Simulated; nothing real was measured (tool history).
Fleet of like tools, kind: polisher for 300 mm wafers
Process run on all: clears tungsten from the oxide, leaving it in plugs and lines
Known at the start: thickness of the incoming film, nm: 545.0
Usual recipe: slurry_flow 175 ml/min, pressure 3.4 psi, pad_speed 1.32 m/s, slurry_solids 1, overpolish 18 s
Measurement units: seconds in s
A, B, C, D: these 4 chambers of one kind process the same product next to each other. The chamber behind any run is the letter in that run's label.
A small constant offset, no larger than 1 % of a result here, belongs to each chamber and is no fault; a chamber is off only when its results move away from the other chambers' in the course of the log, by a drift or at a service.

| run | hour | slurry_flow | pressure | pad_speed | slurry_solids | overpolish | seconds |
|---|---|---|---|---|---|---|---|
|  | 0.1 | chamber A: slurry blender recalibrated |
|  | 7.4 | chamber D: slurry nozzle cleaned |
|  | 11 | chamber C: worn pad replaced by a new one |
| 1A | 11 | 175 | 3.4 | 1.32 | 1 | 18 | 100.77 |
| 2B | 18 | 175 | 3.4 | 1.32 | 1 | 18 | 100.58 |
|  | 27.8 | chamber C: slurry tank refilled with fresh slurry and peroxide |
| 3C | 28.5 | 175 | 3.4 | 1.32 | 1 | 18 | 99.183 |
|  | 34.3 | chamber A: worn pad replaced by a new one |
| 4D | 39.3 | 175 | 3.4 | 1.32 | 1 | 18 | 98.648 |
| 5D | 50.2 | 175 | 3.4 | 1.32 | 1 | 18 | 99.987 |
|  | 54.9 | chamber B: slurry nozzle cleaned |
| 6B | 62.2 | 175 | 2.6 | 1.32 | 1 | 12 | 129.43 |
|  | 64.1 | chamber B: worn pad replaced by a new one |
|  | 68.3 | chamber B: slurry blender recalibrated |
| 7A | 75 | 175 | 2.6 | 1.32 | 1 | 12 | 132.93 |
|  | 75.5 | chamber C: worn pad replaced by a new one |
|  | 80.9 | chamber D: slurry tank refilled with fresh slurry and peroxide |
| 8C | 82.8 | 175 | 2.6 | 1.32 | 1 | 12 | 135.12 |
|  | 83.4 | chamber D: worn pad replaced by a new one |
|  | 83.6 | chamber A: slurry tank refilled with fresh slurry and peroxide |
|  | 87.2 | chamber C: slurry nozzle cleaned |
|  | 87.3 | chamber B: slurry tank refilled with fresh slurry and peroxide |
| 9A | 95.4 | 175 | 2.6 | 1.32 | 1 | 12 | 133.91 |
| 10C | 106.5 | 175 | 3.4 | 1.32 | 1 | 18 | 102.95 |
| 11D | 117.7 | 175 | 3.4 | 1.32 | 1 | 18 | 98.942 |
|  | 127.4 | chamber A: slurry nozzle cleaned |
|  | 127.5 | chamber C: slurry tank refilled with fresh slurry and peroxide |
| 12B | 129.9 | 175 | 3.4 | 1.32 | 1 | 18 | 98.707 |
|  | 138.1 | chamber C: worn pad replaced by a new one |
|  | 139.9 | chamber B: worn pad replaced by a new one |
| 13D | 141.7 | 115 | 4.5 | 1.32 | 1 | 18 | 80.74 |
|  | 151.4 | chamber A: slurry tank refilled with fresh slurry and peroxide |
|  | 151.9 | chamber A: worn pad replaced by a new one |
| 14B | 152 | 115 | 4.5 | 1.32 | 1 | 18 | 80.425 |
| 15A | 164.2 | 115 | 4.5 | 1.32 | 1 | 18 | 81.131 |
|  | 171.2 | chamber D: slurry tank refilled with fresh slurry and peroxide |
| 16C | 176.3 | 115 | 4.5 | 1.32 | 1 | 18 | 85.022 |
| 17B | 183.7 | 175 | 3.4 | 1.32 | 1 | 18 | 100.49 |
|  | 185.9 | chamber B: slurry blender recalibrated |
|  | 189.4 | chamber B: slurry tank refilled with fresh slurry and peroxide |
| 18C | 194.9 | 175 | 3.4 | 1.32 | 1 | 18 | 105.17 |
|  | 196.4 | chamber C: worn pad replaced by a new one |
| 19A | 206.1 | 175 | 3.4 | 1.32 | 1 | 18 | 97.786 |
| 20D | 215.4 | 175 | 3.4 | 1.32 | 1 | 18 | 99.846 |
|  | 221.5 | chamber B: worn pad replaced by a new one |
|  | 221.8 | chamber C: slurry tank refilled with fresh slurry and peroxide |
|  | 223.2 | chamber A: slurry tank refilled with fresh slurry and peroxide |
| 21D | 226.5 | 175 | 3.4 | 1.32 | 1 | 18 | 100.41 |
| 22B | 238.3 | 175 | 3.4 | 1.32 | 1 | 18 | 99.905 |
|  | 242.1 | chamber D: worn pad replaced by a new one |
| 23A | 247.2 | 175 | 3.4 | 1.32 | 1 | 18 | 99.631 |
| 24C | 257.9 | 175 | 3.4 | 1.32 | 1 | 18 | 107.24 |
|  | 260.9 | chamber C: worn pad replaced by a new one |
| 25B | 267.3 | 175 | 3.4 | 1.32 | 1 | 18 | 100.65 |
|  | 275.6 | chamber D: slurry tank refilled with fresh slurry and peroxide |
| 26C | 278.7 | 125 | 3.4 | 1.32 | 1 | 26 | 117.87 |
| 27D | 288.6 | 125 | 3.4 | 1.32 | 1 | 26 | 105.09 |

Each of the 4 chambers runs these same settings next. Fill in every chamber's results:
| 28A | 297.8 | 175 | 3.4 | 1.32 | 1 | 18 | ? |
| 28B | 297.8 | 175 | 3.4 | 1.32 | 1 | 18 | ? |
| 28C | 297.8 | 175 | 3.4 | 1.32 | 1 | 18 | ? |
| 28D | 297.8 | 175 | 3.4 | 1.32 | 1 | 18 | ? |

| run | seconds |
|---|---|
| 28A | 98.134 |
| 28B | 98.72 |
| 28C | 110.76 |
| 28D | 99.031 |
